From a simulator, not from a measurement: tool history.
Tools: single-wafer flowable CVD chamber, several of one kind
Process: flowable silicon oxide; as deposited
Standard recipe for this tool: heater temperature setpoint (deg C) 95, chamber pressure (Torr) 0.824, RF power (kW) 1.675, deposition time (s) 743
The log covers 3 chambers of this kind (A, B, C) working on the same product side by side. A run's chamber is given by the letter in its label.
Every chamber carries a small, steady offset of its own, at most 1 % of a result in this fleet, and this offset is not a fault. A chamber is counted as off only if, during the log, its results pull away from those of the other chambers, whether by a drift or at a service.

run   hour  heater temperature setpoint (deg C)  chamber pressure (Torr)  RF power (kW)  deposition time (s)  read-back reference wafer on the same gauge, thickness_nm  mean film thickness on the monitor wafer (angstrom)
 1C    8.0                                   95                    0.824          1.675                  743                                                     476.18                                               5280.4
 2A   11.6                                   95                    0.824          1.675                  743                                                     475.88                                               5294.3
 3B   15.8                                   95                    0.824          1.675                  743                                                     475.84                                               5321.3
 4B   19.3                                   95                    0.824          1.675                  743                                                     475.58                                               5292.0
 5A   23.7                                   95                    0.824          1.675                  743                                                     475.95                                               5335.5
 6C   31.6                                   95                    0.824          1.675                  743                                                     476.01                                               5302.7
 7B   39.7                                   95                    0.824          1.675                  743                                                     476.03                                               5318.2
 8A   43.4                                   95                    0.824          1.675                  743                                                     476.00                                               5279.0
 9C   50.6                                   95                    0.824          1.675                  743                                                     476.15                                               5315.9
10C   55.9                                   95                    0.650          1.555                  743                                                     475.31                                               3791.9
11A   60.7                                   95                    0.650          1.555                  743                                                     476.05                                               3815.3
12B   68.0                                   95                    0.650          1.555                  743                                                     475.58                                               3757.1
13B   72.5                                   95                    0.824          1.675                  743                                                     475.76                                               5288.8
14C   79.5                                   95                    0.824          1.675                  743                                                     476.37                                               5327.2
15A   83.6                                   95                    0.824          1.520                  611                                                     476.56                                               4268.3
16A   88.0                                   95                    0.824          1.520                  611                                                     475.79                                               4230.5
17C   92.1                                   95                    0.824          1.520                  611                                                     475.99                                               4228.8
18B   96.3                                   95                    0.824          1.675                  743                                                     475.47                                               5331.0
19A  102.5                                   95                    0.824          1.675                  743                                                     475.54                                               5307.6
20B  106.3                                  108                    0.824          1.675                  743                                                     476.08                                               3412.9
21C  113.2                                  108                    0.824          1.675                  743                                                     476.18                                               3441.2
22A  118.0                                  108                    0.824          1.675                  743                                                     475.64                                               3391.6
23B  122.3                                   95                    0.824          1.675                  743                                                     476.34                                               5314.8
24C  130.1                                   95                    0.824          1.675                  743                                                     475.51                                               5268.4
25C  136.2                                   95                    0.756          1.675                  743                                                     476.28                                               4684.4
26A  140.3                                   95                    0.756          1.675                  743                                                     476.05                                               4676.0
27B  145.0                                   95                    0.756          1.675                  743                                                     476.09                                               4732.6
28C  148.9                                   95                    0.824          1.675                  743                                                     476.29                                               5279.5
29B  157.0                                   95                    0.824          1.675                  743                                                     476.19                                               5328.1
30A  163.1                                   95                    0.824          1.675                  682                                                     476.20                                               4724.9
31C  168.0                                   95                    0.824          1.675                  682                                                     475.20                                               4874.8
32A  173.8                                   95                    0.824          1.675                  682                                                     476.39                                               4722.9
33B  180.3                                   95                    0.824          1.675                  743                                                     475.77                                               5336.1
34B  186.3                                   95                    0.824          1.675                  743                                                     476.55                                               5350.2
35A  191.3                                   95                    0.824          1.675                  743                                                     475.50                                               5062.6
36C  198.6                                   95                    0.824          1.675                  743                                                     475.71                                               5283.9
37C  204.4                                   95                    0.631          1.675                  616                                                     475.62                                               3073.4
38B  212.1                                   95                    0.631          1.675                  616                                                     476.22                                               3046.7
39A  218.0                                   95                    0.631          1.675                  616                                                     475.13                                               2934.5
40C  222.1                                  106                    0.824          1.675                  835                                                     475.63                                               4105.6

Read the log: is a single chamber off, either drifting away or since a service, is the gauge that measures every chamber drifting, or is nothing wrong beyond small per-chamber offsets? Name any odd chamber and what most likely caused it.

It is chamber A that slowly wanders off from its peers.
Most likely cause: wafer temperature above the value expected at the setpoint (K) = 1.62.
The log may not tell that from: true pressure below the setpoint (%).

Which of the 4 candidates below, each the usual settings with something changed and its results left as question marks, puts chamber A back in line with what the other chambers give on the usual settings?
Counts as in line when no further than this from what the other chambers average on the usual settings: mean film thickness on the monitor wafer (angstrom) 98.0
41A-1  228.0                                   96                    0.815          1.675                  739                                                                                                               ?
41A-2  228.0                                   93                    0.840          1.680                  750                                                                                                               ?
41A-3  228.0                                   94                    0.834          1.675                  743                                                                                                               ?
41A-4  228.0                                   95                    0.763          1.675                  743                                                                                                               ?

The mean the other chambers reach with the usual settings: mean film thickness on the monitor wafer (angstrom) 5306.1
  run  mean film thickness on the monitor wafer (angstrom)
41A-1                                               4765.4
41A-2                                               5553.0
41A-3                                               5269.3
41A-4                                               4541.1
41A-3 is the one that brings the chamber's results back in line with the other chambers.
